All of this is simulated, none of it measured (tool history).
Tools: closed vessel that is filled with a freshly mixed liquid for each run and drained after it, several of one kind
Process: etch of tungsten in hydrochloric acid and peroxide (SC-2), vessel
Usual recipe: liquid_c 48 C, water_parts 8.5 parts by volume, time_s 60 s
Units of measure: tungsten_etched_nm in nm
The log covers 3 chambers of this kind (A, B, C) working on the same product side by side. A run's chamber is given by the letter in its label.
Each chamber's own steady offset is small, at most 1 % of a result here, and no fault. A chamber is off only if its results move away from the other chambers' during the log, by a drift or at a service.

run   hour  liquid_c  water_parts  time_s  read-back film thickness of the tungsten reference wafer, read on the same gauge (nm)  tungsten_etched_nm
 1B   10.7        48          8.5      60                                                                                 49.935              15.618
 2A   25.4        48          8.5      60                                                                                 50.027              15.625
 3C     34        48          8.5      60                                                                                 50.008              15.828
 4B   43.7        48          8.5      60                                                                                 49.989              15.737
 5A   55.4        48          8.5      60                                                                                 49.979              15.673
 6C   69.1        48          8.5      60                                                                                 49.986               15.65
 7A   76.7        48         11.5      35                                                                                  49.96               7.012
 8B   86.3        48         11.5      35                                                                                 49.991              7.1641
 9C   96.8        48         11.5      35                                                                                 50.016              7.0801
10C  105.6        48          8.5      60                                                                                 49.997              15.506
11A  120.2        48          8.5      60                                                                                 50.004              15.552
12B  133.6        48          8.5      60                                                                                 49.983              15.701
     133.7  -- chamber C: thermometer replaced
13B  142.2      41.5          9.5      60                                                                                 49.975              9.1383
     149.2  -- chamber C: chemicals flow meter replaced
14A  150.2      41.5          9.5      60                                                                                 49.978              8.8504
15C  157.4      41.5          9.5      60                                                                                 50.019              9.0967
16A  168.3        48          8.5      60                                                                                 50.022              15.243
17C  182.2        48          8.5      60                                                                                 50.016              15.617
18B  196.6        53          5.5      60                                                                                 50.026              30.337
19B  208.2        53          5.5      60                                                                                 49.988              30.626
20C  221.9        53          5.5      60                                                                                 50.051              30.733
21A  233.2        41            5      60                                                                                 50.018              13.853
22B  246.1        41            5      60                                                                                 49.961              14.338
23C  255.2        41            5      60                                                                                 50.004              14.521
24A  265.2        48          8.5      60                                                                                 50.014              14.877
25B  274.2        48          8.5      60                                                                                 49.968              15.711
26A  280.7        48          8.5      60                                                                                 50.004              14.753
27C  293.8        48          8.5      60                                                                                 50.001              15.849
28C  305.5        48          8.5      60                                                                                 50.025              15.577
29B  319.7        48          8.5      60                                                                                 49.968              15.672

All chambers now run identical settings, listed one chamber a line with results as question marks. What results will each chamber show?
30A  330.4        48          8.5      60                                                                                                          ?
30B  330.4        48          8.5      60                                                                                                          ?
30C  330.4        48          8.5      60                                                                                                          ?

run  tungsten_etched_nm
30A              14.574
30B              15.609
30C              15.729
